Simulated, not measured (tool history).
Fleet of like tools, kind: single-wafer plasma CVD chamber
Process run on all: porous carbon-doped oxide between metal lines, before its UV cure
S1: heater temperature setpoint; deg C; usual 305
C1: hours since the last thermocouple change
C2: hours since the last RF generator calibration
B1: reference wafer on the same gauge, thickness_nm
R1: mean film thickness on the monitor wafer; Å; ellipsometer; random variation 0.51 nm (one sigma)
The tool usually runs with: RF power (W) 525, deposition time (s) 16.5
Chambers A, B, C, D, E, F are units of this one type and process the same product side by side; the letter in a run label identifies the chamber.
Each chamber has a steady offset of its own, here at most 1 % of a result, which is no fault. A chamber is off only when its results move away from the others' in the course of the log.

Run 1F, hour 10.2: usual settings; C1 1305.4; C2 1177.4; B1 86.663. Result: R1 917.75 Å.
Run 2B, hour 20: usual settings; C1 431.1; C2 1735.5; B1 86.657. Result: R1 911.92 Å.
At hour 27: chamber F: RF generator calibrated.
Run 3A, hour 36.2: usual settings; C1 798.1; C2 794.7; B1 86.875. Result: R1 913.7 Å.
Run 4E, hour 47.1: usual settings; C1 103; C2 255.5; B1 86.773. Result: R1 917.96 Å.
Run 5D, hour 54.6: usual settings but S1 315 deg C; C1 1276.5; C2 1021.7; B1 86.84. Result: R1 862.98 Å.
Run 6C, hour 67.9: usual settings but S1 315 deg C; C1 546.3; C2 814.7; B1 86.945. Result: R1 865.53 Å.
Run 7F, hour 78: usual settings but S1 315 deg C; C1 1373.2; C2 51.1; B1 86.785. Result: R1 873.8 Å.
Run 8D, hour 90: usual settings but S1 315 deg C; C1 1311.9; C2 1057.1; B1 86.848. Result: R1 867.92 Å.
Run 9C, hour 102.2: usual settings but S1 315 deg C; C1 580.6; C2 849; B1 86.77. Result: R1 860.07 Å.
Run 10A, hour 114.9: usual settings but S1 315 deg C; C1 876.8; C2 873.4; B1 86.847. Result: R1 860.94 Å.
Run 11E, hour 129.5: usual settings; C1 185.4; C2 337.9; B1 86.806. Result: R1 911.46 Å.
Run 12B, hour 143: usual settings but S1 318 deg C; C1 554.1; C2 1858.5; B1 86.624. Result: R1 852.2 Å.
Run 13A, hour 152.2: usual settings but S1 318 deg C; C1 914.1; C2 910.7; B1 86.884. Result: R1 857.74 Å.
Run 14D, hour 167.3: usual settings but S1 318 deg C; C1 1389.2; C2 1134.4; B1 86.851. Result: R1 854.42 Å.
Run 15E, hour 178: usual settings but S1 318 deg C; C1 233.9; C2 386.4; B1 86.813. Result: R1 853.35 Å.
Run 16F, hour 189.9: usual settings but S1 318 deg C; C1 1485.1; C2 163; B1 86.82. Result: R1 851.66 Å.
Run 17C, hour 200.3: usual settings but S1 318 deg C; C1 678.7; C2 947.1; B1 86.89. Result: R1 846.07 Å.
Run 18B, hour 209.8: usual settings; C1 620.9; C2 1925.3; B1 86.73. Result: R1 910.69 Å.
Run 19A, hour 217.3: usual settings; C1 979.2; C2 975.8; B1 86.749. Result: R1 910.04 Å.
Run 20C, hour 226: usual settings; C1 704.4; C2 972.8; B1 86.683. Result: R1 903.67 Å.
Run 21B, hour 241.2: usual settings but S1 314 deg C, RF power (W) 620; C1 652.3; C2 1956.7; B1 86.749. Result: R1 974.34 Å.
Run 22E, hour 250.2: usual settings but S1 314 deg C, RF power (W) 620; C1 306.1; C2 458.6; B1 86.877. Result: R1 983.26 Å.
Run 23D, hour 263.3: usual settings but S1 314 deg C, RF power (W) 620; C1 1485.2; C2 1230.4; B1 86.936. Result: R1 968.65 Å.
Run 24F, hour 279.4: usual settings but S1 314 deg C, RF power (W) 620; C1 1574.6; C2 252.5; B1 86.753. Result: R1 988.06 Å.
At hour 281.1: chamber B: RF generator calibrated.
Run 25F, hour 295.2: usual settings but S1 314 deg C, RF power (W) 620; C1 1590.4; C2 268.3; B1 86.806. Result: R1 978.65 Å.
Run 26D, hour 307.5: usual settings but S1 314 deg C, RF power (W) 620; C1 1529.4; C2 1274.6; B1 86.724. Result: R1 972.12 Å.
At hour 313.6: chamber D: thermocouple changed; heater temperature recalibrated.
Run 27B, hour 320.3: usual settings; C1 731.4; C2 39.3; B1 86.804. Result: R1 919.51 Å.
Run 28E, hour 333.5: usual settings; C1 389.4; C2 541.9; B1 86.803. Result: R1 910.13 Å.
Run 29A, hour 346.6: usual settings but S1 291 deg C, RF power (W) 610; C1 1108.5; C2 1105.1; B1 86.663. Result: R1 1099.8 Å.
Run 30C, hour 361: usual settings but S1 291 deg C, RF power (W) 610; C1 839.4; C2 1107.8; B1 86.815. Result: R1 1091.5 Å.
Run 31F, hour 368.6: usual settings but S1 291 deg C, RF power (W) 610; C1 1663.8; C2 341.7; B1 86.864. Result: R1 1109.3 Å.
Run 32C, hour 383.3: usual settings but S1 291 deg C, RF power (W) 610; C1 861.7; C2 1130.1; B1 86.629. Result: R1 1078.3 Å.
Run 33D, hour 391.9: usual settings but S1 291 deg C, RF power (W) 610; C1 78.3; C2 1359; B1 86.906. Result: R1 1087.6 Å.
Run 34A, hour 399.7: usual settings but S1 291 deg C, RF power (W) 610; C1 1161.6; C2 1158.2; B1 86.875. Result: R1 1096.5 Å.
At hour 401.7: chamber D: RF generator calibrated.
Run 35B, hour 414.8: usual settings; C1 825.9; C2 133.8; B1 86.831. Result: R1 909.17 Å.
Run 36E, hour 424.1: usual settings; C1 480; C2 632.5; B1 86.808. Result: R1 913.22 Å.
Run 37D, hour 433.7: usual settings; C1 120.1; C2 32.1; B1 86.74. Result: R1 919.76 Å.

The same settings go to every chamber for the next run, one line per chamber below. Forecast the results for each:
Run 38A, hour 445.3: usual settings but RF power (W) 600. Result: R1 ?.
Run 38B, hour 445.3: usual settings but RF power (W) 600. Result: R1 ?.
Run 38C, hour 445.3: usual settings but RF power (W) 600. Result: R1 ?.
Run 38D, hour 445.3: usual settings but RF power (W) 600. Result: R1 ?.
Run 38E, hour 445.3: usual settings but RF power (W) 600. Result: R1 ?.
Run 38F, hour 445.3: usual settings but RF power (W) 600. Result: R1 ?.

run      R1
38A  999.84
38B  1005.5
38C  988.51
38D  996.62
38E  1006.6
38F  1012.1
